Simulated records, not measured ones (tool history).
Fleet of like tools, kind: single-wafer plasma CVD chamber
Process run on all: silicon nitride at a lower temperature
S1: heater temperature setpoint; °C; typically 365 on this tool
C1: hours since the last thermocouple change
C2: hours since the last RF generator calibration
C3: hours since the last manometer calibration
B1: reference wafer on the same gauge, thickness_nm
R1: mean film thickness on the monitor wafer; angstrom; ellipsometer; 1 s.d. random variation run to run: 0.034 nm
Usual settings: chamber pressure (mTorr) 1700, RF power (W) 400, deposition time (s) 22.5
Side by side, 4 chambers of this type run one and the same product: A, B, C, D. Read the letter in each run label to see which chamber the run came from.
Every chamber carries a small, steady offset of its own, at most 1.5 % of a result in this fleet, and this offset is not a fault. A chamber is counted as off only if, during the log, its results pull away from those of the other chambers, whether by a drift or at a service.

Run 1C, day 0.138: usual settings; C1 1858.7; C2 1069.8; C3 2500.6; B1 27.298. Result: R1 323.45 angstrom.
Run 2B, day 0.258: usual settings; C1 933.8; C2 280.9; C3 574; B1 27.315. Result: R1 319.08 angstrom.
Run 3D, day 0.408: usual settings; C1 496; C2 115.8; C3 543.3; B1 27.311. Result: R1 321.55 angstrom.
Run 4A, day 0.579: usual settings; C1 1585.8; C2 311.9; C3 560.1; B1 27.322. Result: R1 326.22 angstrom.
Run 5D, day 0.717: usual settings; C1 503.4; C2 123.2; C3 550.7; B1 27.327. Result: R1 322.06 angstrom.
Run 6C, day 0.808: usual settings; C1 1874.8; C2 1085.9; C3 2516.7; B1 27.328. Result: R1 324.35 angstrom.
Run 7A, day 0.942: usual settings; C1 1594.5; C2 320.6; C3 568.8; B1 27.331. Result: R1 326.05 angstrom.
Run 8B, day 1.046: usual settings but S1 353 °C; C1 952.7; C2 299.8; C3 592.9; B1 27.334. Result: R1 321.11 angstrom.
Run 9D, day 1.138: usual settings but S1 353 °C; C1 513.5; C2 133.3; C3 560.8; B1 27.335. Result: R1 324 angstrom.
Run 10C, day 1.262: usual settings but S1 353 °C; C1 1885.7; C2 1096.8; C3 2527.6; B1 27.343. Result: R1 326.06 angstrom.
Run 11A, day 1.379: usual settings but S1 353 °C; C1 1605; C2 331.1; C3 579.3; B1 27.344. Result: R1 328.2 angstrom.
Run 12B, day 1.533: usual settings; C1 964.4; C2 311.5; C3 604.6; B1 27.356. Result: R1 319.83 angstrom.
Run 13B, day 1.683: usual settings but RF power (W) 330; C1 968; C2 315.1; C3 608.2; B1 27.36. Result: R1 283.55 angstrom.
Run 14D, day 1.85: usual settings but RF power (W) 330; C1 530.6; C2 150.4; C3 577.9; B1 27.366. Result: R1 285.11 angstrom.
Run 15C, day 1.958: usual settings but RF power (W) 330; C1 1902.4; C2 1113.5; C3 2544.3; B1 27.363. Result: R1 287.2 angstrom.
Run 16A, day 2.067: usual settings but RF power (W) 330; C1 1621.5; C2 347.6; C3 595.8; B1 27.368. Result: R1 289.49 angstrom.
Run 17D, day 2.246: usual settings; C1 540.1; C2 159.9; C3 587.4; B1 27.376. Result: R1 322.72 angstrom.
At day 2.271: chamber C: thermocouple changed; heater temperature recalibrated.
Run 18C, day 2.379: usual settings but S1 370 °C, deposition time (s) 20.9; C1 2.6; C2 1123.6; C3 2554.4; B1 27.38. Result: R1 301.01 angstrom.
Run 19B, day 2.483: usual settings but S1 370 °C, deposition time (s) 20.9; C1 987.2; C2 334.3; C3 627.4; B1 27.381. Result: R1 296.98 angstrom.
Run 20A, day 2.588: usual settings but S1 370 °C, deposition time (s) 20.9; C1 1634; C2 360.1; C3 608.3; B1 27.384. Result: R1 303.82 angstrom.
Run 21A, day 2.704: usual settings but S1 370 °C, deposition time (s) 20.9; C1 1636.8; C2 362.9; C3 611.1; B1 27.395. Result: R1 303.43 angstrom.
Run 22B, day 2.821: usual settings but chamber pressure (mTorr) 1530; C1 995.3; C2 342.4; C3 635.5; B1 27.386. Result: R1 311.36 angstrom.
Run 23C, day 2.946: usual settings but chamber pressure (mTorr) 1530; C1 16.2; C2 1137.2; C3 2568; B1 27.404. Result: R1 316.2 angstrom.
Run 24D, day 3.125: usual settings but chamber pressure (mTorr) 1530; C1 561.2; C2 181; C3 608.5; B1 27.405. Result: R1 312.91 angstrom.
Run 25C, day 3.212: usual settings but chamber pressure (mTorr) 1530; C1 22.6; C2 1143.6; C3 2574.4; B1 27.402. Result: R1 316.4 angstrom.
Run 26B, day 3.333: usual settings; C1 1007.6; C2 354.7; C3 647.8; B1 27.418. Result: R1 320.8 angstrom.
Run 27A, day 3.517: usual settings but S1 358 °C, RF power (W) 370; C1 1656.3; C2 382.4; C3 630.6; B1 27.417. Result: R1 312.16 angstrom.

One chamber off, gauge drift, or nothing amiss beyond the chambers' own small offsets? If it is a chamber, which one, and what is the likeliest cause?

Every chamber seems to shift together because the gauge that measures them all drifts; the chambers themselves are fine.
Likeliest cause: gauge reads high (%) = 0.444.
